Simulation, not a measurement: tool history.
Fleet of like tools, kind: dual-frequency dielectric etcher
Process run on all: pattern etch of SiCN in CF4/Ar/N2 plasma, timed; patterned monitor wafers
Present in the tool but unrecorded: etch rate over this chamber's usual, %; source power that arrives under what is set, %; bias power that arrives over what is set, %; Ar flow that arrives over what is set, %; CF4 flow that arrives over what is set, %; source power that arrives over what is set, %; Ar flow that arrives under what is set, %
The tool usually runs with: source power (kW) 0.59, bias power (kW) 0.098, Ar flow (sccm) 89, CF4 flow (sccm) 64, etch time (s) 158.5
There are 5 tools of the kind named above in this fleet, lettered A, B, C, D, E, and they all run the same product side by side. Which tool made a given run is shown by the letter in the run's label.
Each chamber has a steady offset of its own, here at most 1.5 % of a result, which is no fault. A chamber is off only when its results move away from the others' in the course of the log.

run,hour,source power (kW),bias power (kW),Ar flow (sccm),CF4 flow (sccm),etch time (s),hours since the last wet clean,hours since the last source power generator calibration,hours since the last bias power generator calibration,hours since the last Ar flow controller change,hours since the last CF4 flow controller change,"read-back reference wafer on the same gauge, depth_nm",mean etch depth across the wafer (nm)
1A,12.3,0.59,0.098,89,64,158.5,333.2,929.8,2797.6,737.4,1575.9,215.19,193.02
2E,22.3,0.59,0.098,89,64,158.5,63.7,676.7,2210.5,675.5,2279.9,215.07,193.13
3D,30.4,0.59,0.098,89,64,158.5,153.9,973.1,674.5,4555.9,1980.3,214.77,195.58
4C,46.1,0.59,0.098,89,64,158.5,126,895,1517.4,343.9,991.2,215.13,191.62
5B,55.1,0.59,0.098,89,64,158.5,184.6,1550.6,1218.6,1819.6,1491,214.86,194.31
6E,64.9,0.59,0.098,89,64,158.5,106.3,719.3,2253.1,718.1,2322.5,215.27,192.46
7B,72.7,0.59,0.098,89,64,158.5,202.2,1568.2,1236.2,1837.2,1508.6,215.17,194.07
8D,87.7,0.59,0.098,89,64,158.5,211.2,1030.4,731.8,4613.2,2037.6,215.05,194.75
9A,95.9,0.59,0.098,89,64,158.5,416.8,1013.4,2881.2,821,1659.5,215.13,194.68
10C,103,0.59,0.098,89,64,158.5,182.9,951.9,1574.3,400.8,1048.1,214.72,192.51
11C,116.3,0.59,0.098,89,64,158.5,196.2,965.2,1587.6,414.1,1061.4,215.29,193.92
12A,127.9,0.59,0.098,89,64,158.5,448.8,1045.4,2913.2,853,1691.5,214.74,193.98
13E,135.3,0.59,0.098,89,64,158.5,176.7,789.7,2323.5,788.5,2392.9,215.36,194.06
# hour 135.5: chamber A: bias power generator calibrated
# hour 145.9: chamber A: wet clean of the chamber
14B,148.4,0.59,0.098,89,64,158.5,277.9,1643.9,1311.9,1912.9,1584.3,214.93,194.19
15D,157.3,0.53,0.117,89,64,158.5,280.8,1100,801.4,4682.8,2107.2,215.27,190.68
16B,165.8,0.53,0.117,89,64,158.5,295.3,1661.3,1329.3,1930.3,1601.7,215.17,189.42
17C,174.9,0.53,0.117,89,64,158.5,254.8,1023.8,1646.2,472.7,1120,214.86,189.21
18E,190.4,0.53,0.117,89,64,158.5,231.8,844.8,2378.6,843.6,2448,215.15,187.26
19D,204.2,0.53,0.117,89,64,158.5,327.7,1146.9,848.3,4729.7,2154.1,214.85,189.97
20A,220.1,0.59,0.098,89,64,158.5,74.2,1137.6,84.7,945.2,1783.7,214.66,194.67
21C,232.6,0.59,0.098,89,64,158.5,312.5,1081.5,1703.9,530.4,1177.7,215,192.79
22E,245.6,0.59,0.098,89,64,158.5,287,900,2433.8,898.8,2503.2,214.92,194.67
23D,259.8,0.59,0.098,89,64,158.5,383.3,1202.5,903.9,4785.3,2209.7,215.25,196.39
24A,267,0.59,0.098,89,64,158.5,121.1,1184.5,131.6,992.1,1830.6,215.27,193.87
25B,278.2,0.59,0.098,89,64,158.5,407.7,1773.7,1441.7,2042.7,1714.1,215.37,193.82
# hour 278.6: chamber E: CF4 flow controller replaced
26E,292,0.59,0.098,89,64,158.5,333.4,946.4,2480.2,945.2,13.4,214.92,191.7
27A,305.8,0.59,0.098,89,64,158.5,159.9,1223.3,170.4,1030.9,1869.4,214.96,193.42
28D,317.7,0.54,0.098,101,64,158.5,441.2,1260.4,961.8,4843.2,2267.6,215.12,176.79
29B,328,0.54,0.098,101,64,158.5,457.5,1823.5,1491.5,2092.5,1763.9,215.16,176.75
30C,335.8,0.54,0.098,101,64,158.5,415.7,1184.7,1807.1,633.6,1280.9,215.29,176.88
# hour 343.3: chamber C: wet clean of the chamber
31E,344.6,0.54,0.098,101,64,158.5,386,999,2532.8,997.8,66,214.89,174.64
32A,355.5,0.54,0.098,101,64,158.5,209.6,1273,220.1,1080.6,1919.1,215.11,175
# hour 364.2: chamber B: source power generator calibrated
33D,368.3,0.59,0.098,89,64,158.5,491.8,1311,1012.4,4893.8,2318.2,214.95,195.58
# hour 372: chamber D: wet clean of the chamber
34B,376.8,0.59,0.098,89,64,158.5,506.3,12.7,1540.3,2141.3,1812.7,215.08,193.84
35C,387.3,0.59,0.098,89,77,158.5,44,1236.2,1858.6,685.1,1332.4,215.19,197.75
36C,398.3,0.59,0.098,89,77,158.5,55,1247.2,1869.6,696.1,1343.4,215.04,195.99
# hour 403.2: chamber E: wet clean of the chamber
37D,412.8,0.59,0.098,89,77,158.5,40.8,1355.5,1056.9,4938.3,2362.7,215.07,200.49
# hour 418: chamber B: wet clean of the chamber
38B,420.3,0.59,0.098,89,77,158.5,2.3,56.2,1583.8,2184.8,1856.2,215.11,199.57
39E,433.6,0.59,0.098,89,77,158.5,30.5,1088,2621.8,1086.8,155,214.78,198.54
40A,448.7,0.59,0.098,89,64,158.5,302.8,1366.2,313.3,1173.8,2012.3,215.15,196.54
41D,458.3,0.59,0.098,89,64,158.5,86.3,1401,1102.4,4983.8,2408.2,214.81,195.62
42A,468.5,0.46,0.098,103,64,158.5,322.6,1386,333.1,1193.6,2032.1,214.95,153.08

Read the log: is a single chamber off, either drifting away or since a service, is the gauge that measures every chamber drifting, or is nothing wrong beyond small per-chamber offsets? Name any odd chamber and what most likely caused it.

No chamber is off and the gauge is stable; the differences are just each chamber's small, constant offset.
